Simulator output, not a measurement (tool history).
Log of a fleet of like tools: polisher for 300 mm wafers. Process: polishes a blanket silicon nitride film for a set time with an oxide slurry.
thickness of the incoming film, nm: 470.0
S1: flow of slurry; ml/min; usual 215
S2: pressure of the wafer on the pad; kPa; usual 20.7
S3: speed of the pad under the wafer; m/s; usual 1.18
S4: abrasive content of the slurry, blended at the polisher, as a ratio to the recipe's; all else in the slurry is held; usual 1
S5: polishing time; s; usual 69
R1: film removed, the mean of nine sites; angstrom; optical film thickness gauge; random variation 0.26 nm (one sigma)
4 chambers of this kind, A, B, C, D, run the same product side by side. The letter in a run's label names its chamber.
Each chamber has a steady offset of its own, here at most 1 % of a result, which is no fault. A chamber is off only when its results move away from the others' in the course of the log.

Run 1D, hour 5.2: usual settings. Result: R1 392.63 angstrom.
At hour 7.3: chamber A: worn pad replaced by a new one.
At hour 9.8: chamber B: conditioning disc replaced and pad reconditioned.
Run 2B, hour 13.7: usual settings. Result: R1 394.08 angstrom.
Run 3A, hour 21.3: usual settings. Result: R1 394.11 angstrom.
Run 4C, hour 26.9: usual settings. Result: R1 396.15 angstrom.
At hour 29: chamber A: conditioning disc replaced and pad reconditioned.
Run 5D, hour 32.1: usual settings. Result: R1 391.71 angstrom.
Run 6A, hour 37.4: usual settings. Result: R1 400.07 angstrom.
At hour 38.4: chamber C: slurry nozzle cleaned.
Run 7B, hour 47.6: usual settings. Result: R1 390.6 angstrom.
Run 8C, hour 55.7: usual settings. Result: R1 397.46 angstrom.
Run 9B, hour 65.4: usual settings. Result: R1 393.74 angstrom.
At hour 66: chamber D: slurry nozzle cleaned.
At hour 68.9: chamber A: worn pad replaced by a new one.
At hour 70.9: chamber C: head pressure recalibrated.
Run 10D, hour 72.7: usual settings. Result: R1 393.37 angstrom.
At hour 75.9: chamber D: worn pad replaced by a new one.
Run 11C, hour 82.2: usual settings but S1 180 ml/min. Result: R1 423.76 angstrom.
At hour 86.3: chamber D: slurry blender recalibrated.
At hour 87.8: chamber B: slurry blender recalibrated.
Run 12A, hour 88.7: usual settings but S1 180 ml/min. Result: R1 382.75 angstrom.
At hour 93.1: chamber C: worn pad replaced by a new one.
Run 13D, hour 97.5: usual settings but S1 180 ml/min. Result: R1 382.99 angstrom.
At hour 102.5: chamber C: slurry blender recalibrated.
Run 14A, hour 103.7: usual settings but S1 180 ml/min. Result: R1 384.99 angstrom.
Run 15C, hour 111.5: usual settings. Result: R1 434.13 angstrom.
Run 16B, hour 118: usual settings. Result: R1 389.94 angstrom.
At hour 119.3: chamber B: worn pad replaced by a new one.
Run 17C, hour 127.2: usual settings. Result: R1 433.17 angstrom.
At hour 130.6: chamber A: worn pad replaced by a new one.
Run 18D, hour 134.4: usual settings. Result: R1 394.66 angstrom.
Run 19B, hour 143.4: usual settings. Result: R1 391.43 angstrom.
Run 20A, hour 152.7: usual settings. Result: R1 393.89 angstrom.
Run 21B, hour 162.8: usual settings. Result: R1 393.03 angstrom.
Run 22C, hour 171.5: usual settings. Result: R1 429.69 angstrom.
At hour 175.4: chamber A: conditioning disc replaced and pad reconditioned.
Run 23A, hour 176.6: usual settings but S1 275 ml/min, S2 25.5 kPa. Result: R1 497.28 angstrom.
At hour 179.4: chamber D: conditioning disc replaced and pad reconditioned.
Run 24D, hour 183.2: usual settings but S1 275 ml/min, S2 25.5 kPa. Result: R1 500.26 angstrom.
At hour 188.4: chamber A: slurry nozzle cleaned.
At hour 191.8: chamber C: worn pad replaced by a new one.
Run 25A, hour 193.1: usual settings but S1 275 ml/min, S2 25.5 kPa. Result: R1 498.64 angstrom.
Run 26C, hour 200.4: usual settings but S1 275 ml/min, S2 25.5 kPa. Result: R1 552.03 angstrom.
Run 27B, hour 205.7: usual settings but S1 275 ml/min, S5 87 s. Result: R1 508.34 angstrom.

Next, every chamber runs the same settings. What will each give?
Run 28A, hour 213: usual settings but S1 145 ml/min. Result: R1 ?.
Run 28B, hour 213: usual settings but S1 145 ml/min. Result: R1 ?.
Run 28C, hour 213: usual settings but S1 145 ml/min. Result: R1 ?.
Run 28D, hour 213: usual settings but S1 145 ml/min. Result: R1 ?.

run      R1
28A  373.19
28B  368.09
28C  404.96
28D  367.61

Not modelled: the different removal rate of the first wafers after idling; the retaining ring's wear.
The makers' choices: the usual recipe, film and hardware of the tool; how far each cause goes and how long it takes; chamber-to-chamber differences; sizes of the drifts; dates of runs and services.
